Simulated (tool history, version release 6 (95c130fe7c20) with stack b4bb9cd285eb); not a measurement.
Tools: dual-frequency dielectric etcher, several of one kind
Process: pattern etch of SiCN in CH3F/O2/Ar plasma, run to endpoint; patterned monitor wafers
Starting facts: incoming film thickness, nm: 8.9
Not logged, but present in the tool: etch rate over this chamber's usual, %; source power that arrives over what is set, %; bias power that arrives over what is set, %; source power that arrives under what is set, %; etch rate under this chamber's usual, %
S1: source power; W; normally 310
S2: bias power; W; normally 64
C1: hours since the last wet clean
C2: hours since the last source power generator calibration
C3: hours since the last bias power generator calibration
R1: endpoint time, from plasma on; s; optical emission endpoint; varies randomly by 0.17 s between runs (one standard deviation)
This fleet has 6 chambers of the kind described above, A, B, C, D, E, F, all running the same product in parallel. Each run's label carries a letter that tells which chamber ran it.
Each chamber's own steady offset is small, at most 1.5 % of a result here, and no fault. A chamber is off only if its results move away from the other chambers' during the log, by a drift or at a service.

run   hour   S1  S2     C1      C2      C3      R1
 1D    6.7  310  64  222.4  2199.4  2511.7  26.987
 2C   13.2  310  64  424.9   290.9  3670.6  27.478
 3A   18.4  310  64  501.1  1071.4   426.4  26.991
      22.0  -- chamber A: wet clean of the chamber
 4F   25.3  310  64  414.4   453.0  3073.2  27.771
 5B   31.6  310  64  444.8   312.3  3741.6  27.289
 6E   37.2  310  64  130.9  1157.1  2941.3  27.024
 7B   42.3  350  64  455.5   323.0  3752.3  26.179
 8C   47.5  350  64  459.2   325.2  3704.9  26.151
 9A   50.6  350  64   28.7  1103.6   458.6  25.614
10E   57.6  350  64  151.3  1177.5  2961.7  25.330
11F   64.4  350  64  453.5   492.1  3112.3  26.344
12D   68.8  350  64  284.5  2261.5  2573.8  25.814
13C   75.1  250  50  486.8   352.8  3732.5  32.230
14D   78.2  250  50  293.9  2270.9  2583.2  31.396
15F   82.9  250  50  472.0   510.6  3130.8  32.740
16E   88.2  250  50  181.9  1208.1  2992.3  32.043
17A   91.6  250  50   69.7  1144.6   499.6  32.117
      93.5  -- chamber F: wet clean of the chamber
18B   94.8  250  50  508.0   375.5  3804.8  32.593
19D  100.8  310  64  316.5  2293.5  2605.8  26.981
20B  106.2  310  64  519.4   386.9  3816.2  27.399
21E  111.8  280  49  205.5  1231.7  3015.9  30.850
22F  115.9  280  49   22.5   543.6  3163.8  31.823
     116.6  -- chamber C: wet clean of the chamber
23A  120.1  280  49   98.2  1173.1   528.1  31.074
24C  124.8  280  49    8.3   402.5  3782.2  31.503
25D  130.0  280  49  345.7  2322.7  2635.0  30.677
26B  134.1  280  49  547.3   414.8  3844.1  31.277
27E  137.6  270  57  231.3  1257.5  3041.7  29.532
28C  141.7  270  57   25.2   419.4  3799.1  29.779
29A  148.7  270  57  126.8  1201.7   556.7  29.511
30F  154.9  270  57   61.5   582.6  3202.8  30.395
31C  160.8  270  57   44.3   438.5  3818.2  29.852
32B  166.8  270  57  580.0   447.5  3876.8  30.064
33D  173.5  310  64  389.2  2366.2  2678.5  26.847
     174.4  -- chamber B: wet clean of the chamber
34F  178.0  310  64   84.6   605.7  3225.9  27.322
35A  184.6  250  57  162.7  1237.6   592.6  30.517
36E  190.1  250  57  283.8  1310.0  3094.2  30.433
37B  195.7  250  57   21.3   476.4  3905.7  31.016

Is one chamber out of step, is the gauge drifting, or do the chambers differ by no more than their own small offsets? For an off chamber, give its letter and the likeliest cause.

All chambers stay in line apart from their small fixed offsets, and the gauge does not drift.
